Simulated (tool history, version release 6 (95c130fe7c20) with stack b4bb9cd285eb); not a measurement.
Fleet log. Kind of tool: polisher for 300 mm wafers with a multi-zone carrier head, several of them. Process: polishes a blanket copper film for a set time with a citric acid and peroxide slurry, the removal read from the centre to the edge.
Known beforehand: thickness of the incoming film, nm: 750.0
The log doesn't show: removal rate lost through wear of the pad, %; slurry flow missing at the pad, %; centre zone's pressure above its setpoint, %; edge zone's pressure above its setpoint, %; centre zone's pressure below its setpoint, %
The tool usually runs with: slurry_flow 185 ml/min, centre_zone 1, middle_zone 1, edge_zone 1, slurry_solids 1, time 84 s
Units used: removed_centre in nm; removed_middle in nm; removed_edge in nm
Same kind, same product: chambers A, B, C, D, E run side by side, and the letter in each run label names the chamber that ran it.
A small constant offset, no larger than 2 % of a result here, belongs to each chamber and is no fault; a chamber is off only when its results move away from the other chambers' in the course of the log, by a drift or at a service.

run,hour,slurry_flow,centre_zone,middle_zone,edge_zone,slurry_solids,time,wafers polished on this pad,hours since the slurry nozzle was cleaned,hours since the centre zone pressure was calibrated,hours since the edge zone pressure was calibrated,removed_centre,removed_middle,removed_edge
1C,12.9,185,1,1,1,1,84,271,725.3,463.6,69.5,155.48,153.5,154.88
2D,27.4,185,1,1,1,1,84,480,140.2,217.1,854.6,152.42,153.67,155.39
# hour 28.6: chamber A: worn pad replaced by a new one
3A,36.7,185,1,1,1,1,84,86,235.9,896.8,426.5,149.72,156.97,147.84
# hour 43.7: chamber E: worn pad replaced by a new one
# hour 44.3: chamber D: edge zone pressure recalibrated
4E,47.7,185,1,1,1,1,84,43,612.8,293.9,555.8,150.44,155.45,152.31
5B,55.4,185,1,1,1,1,84,840,221.5,353.4,857.2,154.13,153.32,152.72
# hour 55.5: chamber B: worn pad replaced by a new one
6A,63.5,185,1,1,1,1,84,371,262.7,923.6,453.3,152.94,154.21,153.27
7D,73.2,185,1,1,1,1,84,968,186,262.9,29,154,153.37,154.31
8C,87.3,185,1,1,1,1,84,1064,799.7,538,143.9,155.31,151.96,157.39
# hour 88.7: chamber C: worn pad replaced by a new one
# hour 89.2: chamber B: edge zone pressure recalibrated
9E,99.7,185,1,1,1,1,84,596,664.8,345.9,607.8,149.73,153.15,151.4
# hour 100.6: chamber A: edge zone pressure recalibrated
# hour 103.8: chamber D: worn pad replaced by a new one
# hour 106.5: chamber E: worn pad replaced by a new one
10B,109.5,185,1,1,1,1,66,576,275.6,407.5,20.3,121.71,122.15,122.77
11A,117.4,185,1,1,1,1,66,946,316.6,977.5,16.9,120.23,123.03,117.06
12D,131.7,185,1,1,1,1,66,297,244.5,321.4,87.5,118.85,121.12,119.96
13E,140.8,185,1,1,1,1,66,365,705.9,387,648.9,114.21,121.02,121.92
# hour 146.8: chamber B: worn pad replaced by a new one
14C,150.5,185,1,1,1,1,66,658,862.9,601.2,207.1,120.14,121.29,120.55
# hour 156.6: chamber A: worn pad replaced by a new one
# hour 156.7: chamber C: slurry nozzle cleaned
15B,164.3,185,1,1,1,1,84,187,330.4,462.3,75.1,156.73,152.23,152.17
16C,173.1,240,1,1,0.95,1,84,899,16.5,623.8,229.7,156.58,160.27,147.75
# hour 176.9: chamber E: worn pad replaced by a new one
17D,185.6,240,1,1,0.95,1,84,871,298.4,375.3,141.4,157.13,160.88,150.37
18A,194.6,240,1,1,0.95,1,84,405,393.8,1054.7,94.1,158.91,159.66,147.47
# hour 196.3: chamber E: slurry nozzle cleaned
19B,202,240,1,1,0.95,1,84,588,368.1,500,112.8,161.19,158.1,160.05
20E,209.7,240,1,1,0.95,1,84,349,13.5,455.9,717.8,146.72,161.66,156.74
# hour 214.7: chamber C: worn pad replaced by a new one
# hour 217: chamber C: centre zone pressure recalibrated
21A,220.3,185,1,1,1,1,84,679,419.5,1080.4,119.8,151.59,157.38,149
22B,229.1,185,1,1,1,1,84,877,395.2,527.1,139.9,150.77,153.85,158.49
# hour 229.8: chamber D: worn pad replaced by a new one
# hour 233.7: chamber B: worn pad replaced by a new one
# hour 236.4: chamber E: worn pad replaced by a new one
23D,242.5,185,1,1,1,1,84,135,355.3,432.2,198.3,152.36,153.03,152.65
# hour 252.6: chamber A: centre zone pressure recalibrated
24C,252.7,185,1,1,1,1,84,405,96.1,35.8,309.3,152.36,153.25,151.77
25E,264.6,185,1,1,1,1,84,300,68.4,510.8,772.7,138.28,156.14,155.67
# hour 267.1: chamber C: edge zone pressure recalibrated
26A,273.6,185,1,1,1,1,84,1246,472.8,21.1,173.1,153.27,156.39,149.26
27B,283.3,185,1,1,1,1,84,528,449.4,581.3,194.1,154.57,155.05,155.53
28D,292.5,185,1,1,1,1,84,668,405.3,482.2,248.3,150.91,152.47,152.28
# hour 297: chamber E: worn pad replaced by a new one
29C,303.8,185,1,1,1,1,84,950,147.2,86.9,36.8,154.55,153.43,153.3
30E,316.3,185,1,1,1,1,84,206,120.1,562.5,824.4,131.12,152.13,150.81

One chamber off, gauge drift, or nothing amiss beyond the chambers' own small offsets? If it is a chamber, which one, and what is the likeliest cause?

One chamber, E, drifts off from the rest bit by bit.
Cause: centre zone's pressure below its setpoint, % = 11.6.

Chamber E could run next with any of the 4 candidate recipes listed below; each alters the usual settings, and their results appear as question marks. Which one brings its results back in line with what the other chambers deliver on the usual settings?
In-line tolerance around the mean of the other chambers on the usual settings: removed_centre 5.6 nm; removed_middle 5.2 nm; removed_edge 7.9 nm
31E-1,326.8,190,1.05,0.99,0.98,1,84,,,,,?,?,?
31E-2,326.8,180,0.95,1.01,1.02,1,84,,,,,?,?,?
31E-3,326.8,195,1.11,0.98,0.96,1,85,,,,,?,?,?
31E-4,326.8,175,0.89,1.02,1.04,1,83,,,,,?,?,?

Mean of the other chambers on the usual settings: removed_centre 153.01 nm; removed_middle 154.42 nm; removed_edge 152.97 nm
run,removed_centre,removed_middle,removed_edge
31E-1,141.65,152.76,151.18
31E-2,125.44,154.32,153.38
31E-3,153.12,153.72,151.82
31E-4,114.54,153.2,152.58
31E-3 is the one that brings the chamber's results back in line with the other chambers.
